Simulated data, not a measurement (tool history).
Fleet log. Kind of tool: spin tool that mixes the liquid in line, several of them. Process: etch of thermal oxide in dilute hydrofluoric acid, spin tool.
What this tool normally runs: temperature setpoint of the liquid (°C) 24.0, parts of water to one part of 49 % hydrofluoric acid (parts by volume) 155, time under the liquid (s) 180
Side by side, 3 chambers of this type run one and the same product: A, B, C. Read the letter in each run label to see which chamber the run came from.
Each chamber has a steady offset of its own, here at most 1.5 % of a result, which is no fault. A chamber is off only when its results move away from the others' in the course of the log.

run	hour	temperature setpoint of the liquid (°C)	parts of water to one part of 49 % hydrofluoric acid (parts by volume)	time under the liquid (s)	read-back film thickness of the thermal oxide reference wafer, read on the same gauge (nm)	thickness taken off the thermal oxide on a monitor wafer (nm)
1A	10.9	24.0	155	180	89.997	4.9558
2B	21.4	24.0	155	180	89.974	4.9960
3C	30.0	24.0	155	180	89.988	4.9948
4B	43.2	24.0	155	180	90.056	5.0737
5C	56.8	24.0	155	180	90.019	5.0140
6A	64.7	24.0	155	180	90.010	4.9814
7C	74.9	24.0	155	180	89.977	5.0343
8B	85.2	24.0	155	180	90.030	5.0539
9A	99.0	24.0	155	180	90.006	4.9741
10C	110.5	24.0	155	180	89.994	4.9951
11A	118.2	24.0	155	180	89.974	4.9798
12B	125.5	24.0	155	180	90.039	5.0553
13B	137.6	24.0	155	180	89.988	5.0216
14C	146.9	24.0	155	180	89.997	5.0476
15A	154.6	24.0	155	180	89.953	4.9917
16A	167.4	24.0	110	180	89.961	7.4026
17B	177.7	24.0	110	180	89.956	7.5194
18C	191.2	24.0	110	180	90.052	7.5444
19C	203.0	24.0	155	180	90.005	5.0435
20A	212.9	24.0	155	180	89.983	4.9421
21B	224.9	24.0	155	180	90.058	5.0837
22B	234.6	24.0	155	180	90.002	5.0404
23A	245.9	24.0	155	180	90.028	4.9377
24C	258.1	24.0	155	180	90.030	5.0339
25C	264.4	24.0	155	180	89.998	5.0306
26A	276.3	24.0	155	180	89.991	4.9065
27B	288.3	24.0	155	180	89.951	5.0291
28C	302.0	24.0	155	180	89.963	5.0642
29A	308.9	24.0	155	180	89.986	4.8450
30B	322.3	24.0	190	180	89.982	3.9477
31C	329.4	24.0	190	180	90.030	3.9181
32B	336.0	24.0	190	180	89.988	3.9313
33A	343.6	24.0	155	180	89.976	4.8598
34B	350.7	24.0	155	180	90.006	5.0939
# hour 355.5: chamber C: thermometer replaced
35A	358.9	24.0	120	180	89.982	6.5048
36C	366.7	24.0	120	180	89.988	6.8082
37C	379.8	24.0	120	180	89.979	6.8016
38A	393.0	24.0	155	180	89.991	4.8050
39B	406.8	26.5	155	180	90.037	5.5585
40B	418.9	26.5	155	180	90.003	5.5610
41C	432.1	26.5	155	180	90.043	5.5203
42A	443.7	24.0	155	180	89.969	4.7573

Read the log: is a single chamber off, either drifting away or since a service, is the gauge that measures every chamber drifting, or is nothing wrong beyond small per-chamber offsets? Name any odd chamber and what most likely caused it.

One chamber, A, drifts off from the rest bit by bit.
Cause: liquid colder than its thermometer reads (K) = 1.28.
The log might look much the same if the cause were instead: hydrofluoric acid flow below the setpoint (%).

Which of the 4 candidates below, each the usual settings with something changed and its results left as question marks, puts chamber A back in line with what the other chambers give on the usual settings?
In line means no further than this from the other chambers' mean on the usual settings: thickness taken off the thermal oxide on a monitor wafer (nm) 0.0710
43A-1	453.7	24.0	145	190		?
43A-2	453.7	24.0	155	170		?
43A-3	453.7	24.0	150	185		?
43A-4	453.7	24.0	165	170		?

Mean of the other chambers on the usual settings: thickness taken off the thermal oxide on a monitor wafer (nm) 5.0349
run	thickness taken off the thermal oxide on a monitor wafer (nm)
43A-1	5.3875
43A-2	4.4609
43A-3	5.0437
43A-4	4.1456
With 43A-3, the chamber falls back in line with the rest.
